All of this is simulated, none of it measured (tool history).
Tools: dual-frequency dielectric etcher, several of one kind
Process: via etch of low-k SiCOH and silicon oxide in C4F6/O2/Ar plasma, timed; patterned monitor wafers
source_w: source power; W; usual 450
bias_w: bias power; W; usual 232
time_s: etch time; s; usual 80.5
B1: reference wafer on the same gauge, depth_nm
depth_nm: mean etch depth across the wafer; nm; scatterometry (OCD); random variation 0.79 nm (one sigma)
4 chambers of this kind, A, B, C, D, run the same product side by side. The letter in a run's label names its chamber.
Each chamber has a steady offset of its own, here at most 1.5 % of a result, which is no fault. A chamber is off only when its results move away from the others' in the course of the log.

Run 1C, hour 4.3: usual settings; B1 281.12. Result: depth_nm 252.07 nm.
Run 2D, hour 8.9: usual settings; B1 281.16. Result: depth_nm 255.43 nm.
Run 3A, hour 15.1: usual settings; B1 280.88. Result: depth_nm 253.7 nm.
Run 4B, hour 21.1: usual settings; B1 281.09. Result: depth_nm 258.69 nm.
Run 5B, hour 24.5: usual settings; B1 280.85. Result: depth_nm 257.98 nm.
Run 6C, hour 30: usual settings; B1 281.01. Result: depth_nm 253.9 nm.
Run 7D, hour 33.7: usual settings; B1 280.98. Result: depth_nm 255.23 nm.
Run 8A, hour 37.1: usual settings; B1 281.27. Result: depth_nm 254.4 nm.
Run 9D, hour 44.2: usual settings; B1 281. Result: depth_nm 256.01 nm.
Run 10A, hour 49.1: usual settings; B1 280.86. Result: depth_nm 251.98 nm.
Run 11B, hour 56.2: usual settings; B1 280.83. Result: depth_nm 257.23 nm.
Run 12C, hour 62.5: usual settings; B1 281.08. Result: depth_nm 253.93 nm.
Run 13D, hour 69.5: usual settings; B1 281.03. Result: depth_nm 255.15 nm.
Run 14B, hour 72.7: usual settings; B1 280.98. Result: depth_nm 258.09 nm.
Run 15C, hour 79.4: usual settings; B1 280.87. Result: depth_nm 252.87 nm.
Run 16A, hour 86: usual settings; B1 281.11. Result: depth_nm 252.35 nm.
Run 17C, hour 92.6: usual settings; B1 281.02. Result: depth_nm 252.89 nm.
Run 18D, hour 96.6: usual settings but source_w 560 W, time_s 98 s; B1 281.1. Result: depth_nm 339.11 nm.
Run 19A, hour 103.6: usual settings but source_w 560 W, time_s 98 s; B1 281.07. Result: depth_nm 334.6 nm.
Run 20B, hour 110: usual settings but source_w 560 W, time_s 98 s; B1 281.12. Result: depth_nm 341.33 nm.
Run 21B, hour 116.9: usual settings but source_w 560 W, time_s 98 s; B1 281.25. Result: depth_nm 339.77 nm.
At hour 122.2: chamber A: wet clean of the chamber.
At hour 122.9: chamber C: wet clean of the chamber.
Run 22A, hour 123.9: usual settings; B1 281.1. Result: depth_nm 252.86 nm.
Run 23D, hour 127.6: usual settings; B1 280.88. Result: depth_nm 257.48 nm.
Run 24C, hour 132.7: usual settings; B1 281.11. Result: depth_nm 247.79 nm.
Run 25B, hour 137.8: usual settings; B1 280.96. Result: depth_nm 255.48 nm.
Run 26A, hour 143.5: usual settings but bias_w 258 W, time_s 58.5 s; B1 280.71. Result: depth_nm 191.92 nm.
Run 27D, hour 147.3: usual settings but bias_w 258 W, time_s 58.5 s; B1 281.09. Result: depth_nm 191.43 nm.
At hour 153: chamber C: bias power generator calibrated.
Run 28C, hour 153.3: usual settings but bias_w 258 W, time_s 58.5 s; B1 281.03. Result: depth_nm 187.52 nm.
Run 29C, hour 158.1: usual settings but bias_w 258 W, time_s 58.5 s; B1 280.77. Result: depth_nm 186.15 nm.
Run 30A, hour 163.1: usual settings but source_w 420 W, time_s 95 s; B1 281.3. Result: depth_nm 290.36 nm.
Run 31D, hour 166.8: usual settings but source_w 420 W, time_s 95 s; B1 281.02. Result: depth_nm 295.19 nm.
Run 32B, hour 171.3: usual settings but source_w 420 W, time_s 95 s; B1 281.15. Result: depth_nm 295.77 nm.
Run 33A, hour 177.2: usual settings but source_w 420 W, time_s 95 s; B1 280.97. Result: depth_nm 292.58 nm.
Run 34C, hour 184: usual settings; B1 280.92. Result: depth_nm 248.1 nm.
Run 35B, hour 190.7: usual settings; B1 280.92. Result: depth_nm 258.09 nm.

Next, every chamber runs the same settings. What will each give?
Run 36A, hour 195.7: usual settings. Result: depth_nm ?.
Run 36B, hour 195.7: usual settings. Result: depth_nm ?.
Run 36C, hour 195.7: usual settings. Result: depth_nm ?.
Run 36D, hour 195.7: usual settings. Result: depth_nm ?.

run  depth_nm
36A    255.13
36B    255.83
36C    249.14
36D    256.03

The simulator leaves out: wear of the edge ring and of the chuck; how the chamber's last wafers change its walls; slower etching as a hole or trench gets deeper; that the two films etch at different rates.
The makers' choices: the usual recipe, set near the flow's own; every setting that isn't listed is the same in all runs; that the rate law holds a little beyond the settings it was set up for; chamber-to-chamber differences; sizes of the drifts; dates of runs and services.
